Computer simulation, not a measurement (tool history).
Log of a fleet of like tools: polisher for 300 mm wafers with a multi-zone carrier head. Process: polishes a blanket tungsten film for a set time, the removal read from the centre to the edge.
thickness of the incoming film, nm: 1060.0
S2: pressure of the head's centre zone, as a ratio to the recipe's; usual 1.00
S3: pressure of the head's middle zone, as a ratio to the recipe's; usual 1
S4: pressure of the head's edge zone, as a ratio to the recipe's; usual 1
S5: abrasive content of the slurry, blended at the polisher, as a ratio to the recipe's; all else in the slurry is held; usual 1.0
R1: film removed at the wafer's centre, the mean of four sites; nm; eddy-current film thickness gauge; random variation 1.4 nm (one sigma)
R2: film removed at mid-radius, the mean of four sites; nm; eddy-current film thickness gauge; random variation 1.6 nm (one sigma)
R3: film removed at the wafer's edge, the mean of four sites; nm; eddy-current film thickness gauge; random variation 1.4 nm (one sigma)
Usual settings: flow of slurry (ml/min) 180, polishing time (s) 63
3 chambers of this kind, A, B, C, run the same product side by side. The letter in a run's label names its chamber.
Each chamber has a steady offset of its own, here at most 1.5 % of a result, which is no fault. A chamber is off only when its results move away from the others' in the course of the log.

Run 1C, day 0.342: usual settings. Result: R1 184.46 nm, R2 185.50 nm, R3 184.44 nm.
At day 0.383: chamber C: worn pad replaced by a new one.
Run 2A, day 0.646: usual settings. Result: R1 182.10 nm, R2 189.15 nm, R3 186.03 nm.
At day 0.654: chamber B: edge zone pressure recalibrated.
Run 3B, day 1.067: usual settings. Result: R1 184.84 nm, R2 184.56 nm, R3 185.08 nm.
At day 1.125: chamber A: worn pad replaced by a new one.
Run 4B, day 1.442: usual settings. Result: R1 182.50 nm, R2 183.57 nm, R3 184.85 nm.
Run 5C, day 1.712: usual settings. Result: R1 186.90 nm, R2 182.98 nm, R3 185.29 nm.
Run 6A, day 2.150: usual settings. Result: R1 181.19 nm, R2 183.79 nm, R3 185.72 nm.
Run 7B, day 2.500: usual settings. Result: R1 182.66 nm, R2 182.51 nm, R3 185.64 nm.
Run 8A, day 2.871: usual settings. Result: R1 187.10 nm, R2 183.86 nm, R3 183.78 nm.
Run 9C, day 3.167: usual settings but S2 1.09, S5 1.3. Result: R1 214.02 nm, R2 195.07 nm, R3 197.17 nm.
Run 10A, day 3.479: usual settings but S2 1.09, S5 1.3. Result: R1 212.55 nm, R2 197.87 nm, R3 196.20 nm.
At day 3.779: chamber C: centre zone pressure recalibrated.
Run 11C, day 3.938: usual settings but S2 1.09, S5 1.3. Result: R1 211.37 nm, R2 196.80 nm, R3 198.24 nm.
At day 3.942: chamber A: centre zone pressure recalibrated.
At day 3.946: chamber A: worn pad replaced by a new one.
Run 12B, day 4.479: usual settings. Result: R1 177.42 nm, R2 181.51 nm, R3 182.41 nm.
Run 13A, day 4.733: usual settings. Result: R1 185.25 nm, R2 186.47 nm, R3 183.76 nm.
Run 14C, day 5.158: usual settings. Result: R1 182.72 nm, R2 181.84 nm, R3 184.19 nm.
Run 15B, day 5.654: usual settings. Result: R1 176.54 nm, R2 180.09 nm, R3 180.38 nm.
At day 5.883: chamber C: worn pad replaced by a new one.
Run 16B, day 6.112: usual settings. Result: R1 175.69 nm, R2 177.49 nm, R3 180.16 nm.
Run 17A, day 6.567: usual settings. Result: R1 184.33 nm, R2 186.50 nm, R3 184.99 nm.
Run 18C, day 6.808: usual settings. Result: R1 184.79 nm, R2 184.59 nm, R3 186.06 nm.
Run 19B, day 7.321: usual settings. Result: R1 175.18 nm, R2 176.20 nm, R3 175.49 nm.
Run 20C, day 7.554: usual settings but polishing time (s) 48. Result: R1 140.03 nm, R2 139.42 nm, R3 142.02 nm.

All 3 chambers run these settings next. Forecast each chamber's results:
Run 21A, day 7.942: usual settings but S5 1.1. Result: R1 ?, R2 ?, R3 ?.
Run 21B, day 7.942: usual settings but S5 1.1. Result: R1 ?, R2 ?, R3 ?.
Run 21C, day 7.942: usual settings but S5 1.1. Result: R1 ?, R2 ?, R3 ?.

run      R1      R2      R3
21A  186.76  189.37  189.87
21B  176.39  180.66  180.39
21C  190.91  185.04  187.82
